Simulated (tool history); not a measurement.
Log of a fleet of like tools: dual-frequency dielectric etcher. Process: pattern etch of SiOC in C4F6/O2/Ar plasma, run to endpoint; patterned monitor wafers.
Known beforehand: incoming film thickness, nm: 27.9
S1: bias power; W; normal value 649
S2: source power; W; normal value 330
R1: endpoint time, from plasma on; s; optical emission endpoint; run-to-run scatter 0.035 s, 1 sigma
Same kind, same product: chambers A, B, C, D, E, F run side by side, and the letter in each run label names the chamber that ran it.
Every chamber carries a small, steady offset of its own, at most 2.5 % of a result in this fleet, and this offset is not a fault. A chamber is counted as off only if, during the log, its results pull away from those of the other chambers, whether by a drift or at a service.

run	hour	S1	S2	R1
1A	13.5	649	330	9.1233
2F	23.1	649	330	9.1284
3E	29.9	649	330	9.1772
4D	39.5	649	330	8.9685
5B	53.4	649	330	9.1833
6C	62.8	792	270	9.0875
7C	77.0	792	270	9.0556
8F	88.5	792	270	9.1682
# hour 89.3: chamber D: wet clean of the chamber
9E	95.7	792	270	9.2199
10A	105.2	792	270	9.0616
11B	116.9	792	270	9.1089
12D	127.4	561	300	9.8625
13D	140.3	561	300	9.8236
14F	151.9	561	300	10.0010
15B	158.8	561	300	10.0690
16C	165.1	561	300	9.9093
17E	173.7	561	300	10.1160
18A	179.9	649	330	9.1217
19A	189.7	649	330	9.1330
20F	203.6	649	330	9.2333
21B	210.7	649	330	9.1671
22C	218.4	649	330	9.1196
23D	229.4	649	330	9.0161
# hour 229.7: chamber C: wet clean of the chamber
24E	240.8	649	330	9.1827
25D	251.1	649	330	8.8904
26C	264.5	649	330	9.0797
27E	272.9	649	330	9.2973
# hour 275.7: chamber C: source power generator calibrated
28B	279.8	649	330	9.1908
29A	286.8	649	330	9.1444
30F	296.8	591	400	8.8512
31F	307.3	591	400	8.8964
32A	315.6	591	400	8.8409
33D	327.0	591	400	8.6830
34E	337.3	591	400	8.9065
35B	348.1	591	400	8.7801
36C	359.2	649	330	9.1474
37E	367.5	649	330	9.2366
# hour 374.7: chamber F: wet clean of the chamber
38D	379.9	551	270	10.2680
39F	393.6	551	270	10.5090
40A	407.5	551	270	10.4980
41C	421.3	551	270	10.3990
42B	430.5	551	270	10.5230

Has any chamber moved away from the others, gradually or after a service, or does the common gauge drift, or do the chambers differ only by their own small steady offsets? State the chamber and the most likely cause if one applies.

All chambers stay in line apart from their small fixed offsets, and the gauge does not drift.
